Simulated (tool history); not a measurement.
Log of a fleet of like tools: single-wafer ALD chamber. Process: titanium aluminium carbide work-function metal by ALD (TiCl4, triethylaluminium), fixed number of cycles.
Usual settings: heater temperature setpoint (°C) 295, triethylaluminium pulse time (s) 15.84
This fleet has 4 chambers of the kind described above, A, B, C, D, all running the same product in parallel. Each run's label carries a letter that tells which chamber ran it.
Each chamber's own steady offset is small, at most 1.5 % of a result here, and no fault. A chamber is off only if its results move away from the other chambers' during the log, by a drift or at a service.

| run | day | heater temperature setpoint (°C) | triethylaluminium pulse time (s) | hours since the last thermocouple change | hours since the last triethylaluminium bottle change | read-back reference wafer on the same gauge, thickness_nm | mean film thickness on the monitor wafer (nm) |
|---|---|---|---|---|---|---|---|
| 1C | 0.117 | 295 | 15.84 | 1853.2 | 1281.9 | 2.2799 | 2.0224 |
| 2D | 0.267 | 295 | 15.84 | 400.1 | 62 | 2.2795 | 2.0394 |
| 3A | 0.425 | 295 | 15.84 | 2764.5 | 1042.1 | 2.2785 | 2.0003 |
| 4B | 0.6 | 295 | 15.84 | 676.8 | 81.9 | 2.2797 | 1.9994 |
|  | 0.65 | chamber C: triethylaluminium bottle replaced |
| 5A | 0.688 | 295 | 15.84 | 2770.8 | 1048.4 | 2.2789 | 1.9999 |
| 6D | 0.846 | 295 | 15.84 | 414 | 75.9 | 2.2774 | 2.0365 |
| 7B | 0.988 | 295 | 15.84 | 686.1 | 91.2 | 2.2773 | 2.0011 |
| 8C | 1.096 | 295 | 15.84 | 1876.7 | 10.8 | 2.278 | 2.0175 |
|  | 1.158 | chamber A: thermocouple changed; heater temperature recalibrated |
| 9D | 1.183 | 295 | 13.7 | 422.1 | 84 | 2.2769 | 2.0296 |
| 10C | 1.333 | 295 | 13.7 | 1882.4 | 16.5 | 2.277 | 2.0074 |
| 11B | 1.475 | 295 | 13.7 | 697.8 | 102.9 | 2.2774 | 1.9921 |
| 12A | 1.625 | 295 | 13.7 | 11.2 | 1070.9 | 2.2768 | 1.9856 |
| 13D | 1.767 | 295 | 15.84 | 436.1 | 98 | 2.2766 | 2.0373 |
| 14C | 1.908 | 295 | 15.84 | 1896.2 | 30.3 | 2.2761 | 2.0128 |
| 15B | 2.029 | 295 | 15.84 | 711.1 | 116.2 | 2.2761 | 1.9998 |
| 16A | 2.188 | 295 | 15.84 | 24.7 | 1084.4 | 2.2753 | 1.9993 |
| 17C | 2.267 | 295 | 20.8 | 1904.8 | 38.9 | 2.2755 | 2.0233 |
| 18B | 2.35 | 295 | 20.8 | 718.8 | 123.9 | 2.2759 | 2.0092 |
| 19A | 2.438 | 295 | 20.8 | 30.7 | 1090.4 | 2.2753 | 2.002 |
| 20D | 2.6 | 295 | 20.8 | 456.1 | 118 | 2.2749 | 2.0445 |
| 21A | 2.758 | 295 | 15.84 | 38.4 | 1098.1 | 2.2748 | 1.9929 |
| 22C | 2.896 | 295 | 15.84 | 1919.9 | 54 | 2.2735 | 2.0162 |
| 23B | 2.996 | 309 | 10.51 | 734.3 | 139.4 | 2.2744 | 2.069 |
| 24D | 3.171 | 309 | 10.51 | 469.8 | 131.7 | 2.2737 | 2.1076 |
| 25B | 3.35 | 309 | 10.51 | 742.8 | 147.9 | 2.2738 | 2.0741 |
| 26D | 3.475 | 309 | 10.51 | 477.1 | 139 | 2.2734 | 2.1092 |
| 27A | 3.625 | 295 | 15.84 | 59.2 | 1118.9 | 2.2725 | 1.9948 |
| 28C | 3.721 | 295 | 15.84 | 1939.7 | 73.8 | 2.2727 | 2.0121 |
| 29B | 3.804 | 295 | 21.31 | 753.7 | 158.8 | 2.2725 | 2.0031 |
| 30A | 3.9 | 295 | 21.31 | 65.8 | 1125.5 | 2.2723 | 2.003 |
| 31C | 4.058 | 295 | 21.31 | 1947.8 | 81.9 | 2.2718 | 2.0186 |
| 32D | 4.217 | 295 | 21.31 | 494.9 | 156.8 | 2.2717 | 2.0417 |
| 33C | 4.383 | 295 | 15.84 | 1955.6 | 89.7 | 2.2716 | 2.0157 |
| 34A | 4.529 | 295 | 15.84 | 80.9 | 1140.6 | 2.271 | 1.9884 |
| 35D | 4.679 | 302 | 12.67 | 506 | 167.9 | 2.2702 | 2.0742 |
| 36B | 4.808 | 302 | 12.67 | 777.8 | 182.9 | 2.2706 | 2.0383 |
| 37A | 4.925 | 302 | 12.67 | 90.4 | 1150.1 | 2.2705 | 2.0379 |
| 38D | 5.033 | 302 | 12.67 | 514.5 | 176.4 | 2.2704 | 2.0763 |

Does one chamber stand apart from the rest, does the shared gauge drift, or is all well apart from small per-chamber offsets? Give the chamber and the most likely cause, where there is one.

Every chamber seems to shift together because the gauge that measures them all drifts; the chambers themselves are fine.
What lies behind it: gauge reads low (%) = 0.452.
